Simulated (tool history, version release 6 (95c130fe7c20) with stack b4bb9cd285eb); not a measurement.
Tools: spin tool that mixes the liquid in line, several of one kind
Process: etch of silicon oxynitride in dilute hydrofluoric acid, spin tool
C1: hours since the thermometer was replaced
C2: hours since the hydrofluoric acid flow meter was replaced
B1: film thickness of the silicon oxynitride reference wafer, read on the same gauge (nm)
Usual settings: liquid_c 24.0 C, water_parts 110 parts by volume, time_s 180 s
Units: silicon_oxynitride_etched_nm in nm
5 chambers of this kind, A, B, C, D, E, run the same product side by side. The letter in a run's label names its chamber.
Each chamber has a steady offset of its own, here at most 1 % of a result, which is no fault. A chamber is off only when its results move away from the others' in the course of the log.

{"hour": 0.9, "done": "chamber B: thermometer replaced"}
{"run": "1E", "hour": 3.8, "liquid_c": 24.0, "water_parts": 110, "time_s": 180, "C1": 1560.2, "C2": 1788.6, "B1": 109.98, "silicon_oxynitride_etched_nm": 5.1633}
{"run": "2B", "hour": 7.9, "liquid_c": 24.0, "water_parts": 110, "time_s": 180, "C1": 7.0, "C2": 398.8, "B1": 109.99, "silicon_oxynitride_etched_nm": 5.1658}
{"run": "3C", "hour": 10.8, "liquid_c": 24.0, "water_parts": 110, "time_s": 180, "C1": 2310.9, "C2": 706.3, "B1": 110.0, "silicon_oxynitride_etched_nm": 5.1655}
{"run": "4D", "hour": 15.0, "liquid_c": 24.0, "water_parts": 110, "time_s": 180, "C1": 784.4, "C2": 2238.1, "B1": 109.99, "silicon_oxynitride_etched_nm": 5.1887}
{"run": "5A", "hour": 17.2, "liquid_c": 28.0, "water_parts": 110, "time_s": 265, "C1": 1271.9, "C2": 426.2, "B1": 109.99, "silicon_oxynitride_etched_nm": 9.083}
{"run": "6B", "hour": 19.4, "liquid_c": 28.0, "water_parts": 110, "time_s": 265, "C1": 18.5, "C2": 410.3, "B1": 109.99, "silicon_oxynitride_etched_nm": 9.2431}
{"run": "7C", "hour": 23.5, "liquid_c": 28.0, "water_parts": 110, "time_s": 265, "C1": 2323.6, "C2": 719.0, "B1": 110.01, "silicon_oxynitride_etched_nm": 9.2083}
{"run": "8A", "hour": 26.7, "liquid_c": 28.0, "water_parts": 110, "time_s": 265, "C1": 1281.4, "C2": 435.7, "B1": 110.0, "silicon_oxynitride_etched_nm": 9.1654}
{"run": "9E", "hour": 29.4, "liquid_c": 28.0, "water_parts": 110, "time_s": 265, "C1": 1585.8, "C2": 1814.2, "B1": 109.98, "silicon_oxynitride_etched_nm": 9.1735}
{"run": "10D", "hour": 32.3, "liquid_c": 24.0, "water_parts": 110, "time_s": 180, "C1": 801.7, "C2": 2255.4, "B1": 110.03, "silicon_oxynitride_etched_nm": 5.1584}
{"run": "11C", "hour": 35.5, "liquid_c": 24.0, "water_parts": 110, "time_s": 180, "C1": 2335.6, "C2": 731.0, "B1": 109.98, "silicon_oxynitride_etched_nm": 5.191}
{"run": "12D", "hour": 38.6, "liquid_c": 24.0, "water_parts": 110, "time_s": 180, "C1": 808.0, "C2": 2261.7, "B1": 109.97, "silicon_oxynitride_etched_nm": 5.2021}
{"run": "13B", "hour": 42.8, "liquid_c": 24.0, "water_parts": 110, "time_s": 180, "C1": 41.9, "C2": 433.7, "B1": 109.99, "silicon_oxynitride_etched_nm": 5.1499}
{"run": "14E", "hour": 45.8, "liquid_c": 24.0, "water_parts": 110, "time_s": 180, "C1": 1602.2, "C2": 1830.6, "B1": 110.0, "silicon_oxynitride_etched_nm": 5.185}
{"run": "15A", "hour": 49.5, "liquid_c": 24.0, "water_parts": 110, "time_s": 180, "C1": 1304.2, "C2": 458.5, "B1": 110.03, "silicon_oxynitride_etched_nm": 5.1398}
{"run": "16D", "hour": 53.8, "liquid_c": 24.0, "water_parts": 110, "time_s": 180, "C1": 823.2, "C2": 2276.9, "B1": 109.99, "silicon_oxynitride_etched_nm": 5.1957}
{"run": "17E", "hour": 57.0, "liquid_c": 24.0, "water_parts": 110, "time_s": 180, "C1": 1613.4, "C2": 1841.8, "B1": 110.0, "silicon_oxynitride_etched_nm": 5.1395}
{"run": "18C", "hour": 61.2, "liquid_c": 24.0, "water_parts": 110, "time_s": 180, "C1": 2361.3, "C2": 756.7, "B1": 109.99, "silicon_oxynitride_etched_nm": 5.2185}
{"run": "19B", "hour": 64.3, "liquid_c": 24.0, "water_parts": 110, "time_s": 180, "C1": 63.4, "C2": 455.2, "B1": 109.99, "silicon_oxynitride_etched_nm": 5.1696}
{"run": "20A", "hour": 67.3, "liquid_c": 24.0, "water_parts": 110, "time_s": 180, "C1": 1322.0, "C2": 476.3, "B1": 110.02, "silicon_oxynitride_etched_nm": 5.0795}
{"run": "21D", "hour": 70.6, "liquid_c": 27.0, "water_parts": 80, "time_s": 180, "C1": 840.0, "C2": 2293.7, "B1": 110.02, "silicon_oxynitride_etched_nm": 8.5427}
{"run": "22B", "hour": 72.6, "liquid_c": 27.0, "water_parts": 80, "time_s": 180, "C1": 71.7, "C2": 463.5, "B1": 109.99, "silicon_oxynitride_etched_nm": 8.3655}
{"run": "23E", "hour": 76.4, "liquid_c": 27.0, "water_parts": 80, "time_s": 180, "C1": 1632.8, "C2": 1861.2, "B1": 109.98, "silicon_oxynitride_etched_nm": 8.4544}
{"run": "24A", "hour": 78.6, "liquid_c": 27.0, "water_parts": 80, "time_s": 180, "C1": 1333.3, "C2": 487.6, "B1": 110.0, "silicon_oxynitride_etched_nm": 8.2321}
{"run": "25C", "hour": 82.4, "liquid_c": 27.0, "water_parts": 80, "time_s": 180, "C1": 2382.5, "C2": 777.9, "B1": 109.99, "silicon_oxynitride_etched_nm": 8.3859}
{"run": "26C", "hour": 86.0, "liquid_c": 24.0, "water_parts": 110, "time_s": 180, "C1": 2386.1, "C2": 781.5, "B1": 109.99, "silicon_oxynitride_etched_nm": 5.1963}
{"run": "27B", "hour": 88.2, "liquid_c": 24.0, "water_parts": 110, "time_s": 135, "C1": 87.3, "C2": 479.1, "B1": 109.98, "silicon_oxynitride_etched_nm": 3.882}
{"run": "28A", "hour": 90.4, "liquid_c": 24.0, "water_parts": 110, "time_s": 135, "C1": 1345.1, "C2": 499.4, "B1": 110.01, "silicon_oxynitride_etched_nm": 3.747}
{"run": "29E", "hour": 94.5, "liquid_c": 24.0, "water_parts": 110, "time_s": 135, "C1": 1650.9, "C2": 1879.3, "B1": 110.0, "silicon_oxynitride_etched_nm": 3.9199}
{"run": "30D", "hour": 97.3, "liquid_c": 24.0, "water_parts": 110, "time_s": 135, "C1": 866.7, "C2": 2320.4, "B1": 110.01, "silicon_oxynitride_etched_nm": 3.8776}
{"run": "31B", "hour": 99.8, "liquid_c": 24.0, "water_parts": 110, "time_s": 135, "C1": 98.9, "C2": 490.7, "B1": 110.03, "silicon_oxynitride_etched_nm": 3.872}
{"run": "32D", "hour": 103.5, "liquid_c": 24.0, "water_parts": 110, "time_s": 180, "C1": 872.9, "C2": 2326.6, "B1": 110.01, "silicon_oxynitride_etched_nm": 5.1651}
{"run": "33A", "hour": 106.7, "liquid_c": 24.0, "water_parts": 110, "time_s": 180, "C1": 1361.4, "C2": 515.7, "B1": 110.0, "silicon_oxynitride_etched_nm": 4.9878}
{"run": "34C", "hour": 109.9, "liquid_c": 24.0, "water_parts": 110, "time_s": 180, "C1": 2410.0, "C2": 805.4, "B1": 110.0, "silicon_oxynitride_etched_nm": 5.1904}
{"run": "35E", "hour": 113.0, "liquid_c": 24.0, "water_parts": 110, "time_s": 180, "C1": 1669.4, "C2": 1897.8, "B1": 109.99, "silicon_oxynitride_etched_nm": 5.1594}
{"run": "36D", "hour": 116.3, "liquid_c": 24.0, "water_parts": 110, "time_s": 180, "C1": 885.7, "C2": 2339.4, "B1": 110.01, "silicon_oxynitride_etched_nm": 5.168}
{"run": "37E", "hour": 119.8, "liquid_c": 24.0, "water_parts": 110, "time_s": 180, "C1": 1676.2, "C2": 1904.6, "B1": 110.02, "silicon_oxynitride_etched_nm": 5.227}
{"run": "38A", "hour": 121.7, "liquid_c": 24.0, "water_parts": 110, "time_s": 180, "C1": 1376.4, "C2": 530.7, "B1": 109.98, "silicon_oxynitride_etched_nm": 5.0268}
{"run": "39B", "hour": 124.7, "liquid_c": 21.5, "water_parts": 110, "time_s": 230, "C1": 123.8, "C2": 515.6, "B1": 110.01, "silicon_oxynitride_etched_nm": 5.8955}
{"run": "40C", "hour": 127.5, "liquid_c": 21.5, "water_parts": 110, "time_s": 230, "C1": 2427.6, "C2": 823.0, "B1": 110.0, "silicon_oxynitride_etched_nm": 5.9308}
{"run": "41C", "hour": 131.8, "liquid_c": 21.5, "water_parts": 110, "time_s": 230, "C1": 2431.9, "C2": 827.3, "B1": 110.01, "silicon_oxynitride_etched_nm": 5.9134}
{"run": "42D", "hour": 135.0, "liquid_c": 21.5, "water_parts": 110, "time_s": 230, "C1": 904.4, "C2": 2358.1, "B1": 109.99, "silicon_oxynitride_etched_nm": 5.8761}
{"run": "43E", "hour": 137.5, "liquid_c": 21.5, "water_parts": 110, "time_s": 230, "C1": 1693.9, "C2": 1922.3, "B1": 110.0, "silicon_oxynitride_etched_nm": 5.8561}
{"run": "44A", "hour": 140.8, "liquid_c": 24.0, "water_parts": 110, "time_s": 180, "C1": 1395.5, "C2": 549.8, "B1": 110.01, "silicon_oxynitride_etched_nm": 4.9478}

Is one chamber off against the others, does the gauge drift, or is nothing wrong? If a chamber is off, say which, and what the likeliest cause is.

Chamber A drifts away from the others.
Cause: hydrofluoric acid flow below the setpoint (%) = 3.85.
The log may not tell that from: liquid colder than its thermometer reads (K).

Here are 4 candidates for chamber A's next run, each the usual settings with a change, their results left as question marks. Which one brings its results back in line with what the others give on the usual settings?
In line means no further than this from the other chambers' mean on the usual settings: silicon_oxynitride_etched_nm 0.0840 nm
{"run": "45A-1", "hour": 143.9, "liquid_c": 24.0, "water_parts": 110, "time_s": 165, "silicon_oxynitride_etched_nm": "?"}
{"run": "45A-2", "hour": 143.9, "liquid_c": 23.0, "water_parts": 110, "time_s": 180, "silicon_oxynitride_etched_nm": "?"}
{"run": "45A-3", "hour": 143.9, "liquid_c": 25.0, "water_parts": 110, "time_s": 180, "silicon_oxynitride_etched_nm": "?"}
{"run": "45A-4", "hour": 143.9, "liquid_c": 24.0, "water_parts": 110, "time_s": 195, "silicon_oxynitride_etched_nm": "?"}

The other chambers' mean on the usual settings: silicon_oxynitride_etched_nm 5.1878 nm
run=45A-1 silicon_oxynitride_etched_nm=4.5444
run=45A-2 silicon_oxynitride_etched_nm=4.7319
run=45A-3 silicon_oxynitride_etched_nm=5.1917
run=45A-4 silicon_oxynitride_etched_nm=5.3706
45A-3 brings the chamber back in line.
